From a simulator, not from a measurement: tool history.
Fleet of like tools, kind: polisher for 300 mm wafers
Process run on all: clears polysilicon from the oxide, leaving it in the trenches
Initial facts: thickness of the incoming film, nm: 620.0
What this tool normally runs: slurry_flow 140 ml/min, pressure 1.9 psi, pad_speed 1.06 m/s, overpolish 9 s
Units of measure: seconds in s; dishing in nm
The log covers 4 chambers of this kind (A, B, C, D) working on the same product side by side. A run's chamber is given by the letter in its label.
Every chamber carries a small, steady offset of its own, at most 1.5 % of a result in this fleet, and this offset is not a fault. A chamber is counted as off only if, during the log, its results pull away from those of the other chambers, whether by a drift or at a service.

run   hour  slurry_flow  pressure  pad_speed  overpolish  seconds  dishing
       0.3  -- chamber B: slurry nozzle cleaned
 1D    6.7          140       1.9       1.06           9   65.080   40.071
       8.5  -- chamber D: slurry nozzle cleaned
 2C   12.2          140       1.9       1.06           9   64.401   40.254
 3A   18.8          140       1.9       1.06           9   63.458   40.763
 4B   23.8          140       1.9       1.06           9   64.897   40.411
 5C   29.9          140       1.9       1.06           9   64.607   40.447
      32.0  -- chamber A: worn pad replaced by a new one
 6D   35.5          140       1.9       1.06           9   65.473   40.310
      39.4  -- chamber B: worn pad replaced by a new one
 7B   45.0          140       1.9       1.06           9   65.648   39.364
 8A   53.3          140       1.9       1.06           9   62.821   40.260
 9B   63.3          140       1.9       1.06           9   62.861   39.815
      65.9  -- chamber A: head pressure recalibrated
10C   69.4          140       1.9       1.06           9   63.204   39.394
11D   78.5          140       1.9       1.06           9   65.055   39.277
      81.2  -- chamber B: head pressure recalibrated
12A   83.6          140       1.9       1.06           9   63.809   39.167
13D   89.6          140       1.9       1.06           9   63.595   40.229
14B   94.4          140       1.9       0.78           9   88.657   36.432
15C  102.2          140       1.9       0.78           9   86.710   35.287
     103.2  -- chamber C: worn pad replaced by a new one
16A  108.9          140       1.9       0.78           9   87.188   34.888
     112.1  -- chamber D: worn pad replaced by a new one
17C  118.5          140       1.9       0.78           9   84.735   35.628
18B  123.2          140       1.9       1.06           9   64.620   39.577
     129.1  -- chamber B: worn pad replaced by a new one
19A  131.8          140       1.9       1.06           9   63.794   39.562
     134.4  -- chamber A: worn pad replaced by a new one
20D  139.4          140       1.9       0.74          11   92.500   37.943
21A  144.8          140       1.9       0.74          11   89.864   37.393
22C  153.6          140       1.9       0.74          11   88.978   37.181
23D  161.5          140       1.9       0.74          11   93.574   37.059
24B  168.6          140       1.6       1.06           6   75.617   30.326
25A  178.1          140       1.6       1.06           6   76.388   30.272
26D  183.5          140       1.6       1.06           6   75.341   30.097
27C  189.4          140       1.6       1.06           6   75.639   31.115
28B  197.5          140       1.9       1.06           9   65.725   40.370
     202.7  -- chamber A: slurry nozzle cleaned
29A  203.4          140       1.9       1.06           9   65.070   40.495
30C  208.5          140       1.9       1.06           9   64.479   40.145
     211.1  -- chamber C: worn pad replaced by a new one
31D  215.8          140       1.9       1.06           9   65.390   39.931
32B  225.1          140       1.9       1.06           9   65.379   40.604
     226.7  -- chamber B: worn pad replaced by a new one
33C  233.8          140       1.9       1.06           9   64.547   39.855
34A  239.9          140       1.9       1.06           9   64.442   38.997
35B  249.5          140       1.9       1.06           9   66.104   39.158

One chamber off, gauge drift, or nothing amiss beyond the chambers' own small offsets? If it is a chamber, which one, and what is the likeliest cause?

The fleet is healthy, with each chamber sitting at its usual small offset and no drift in the gauge.
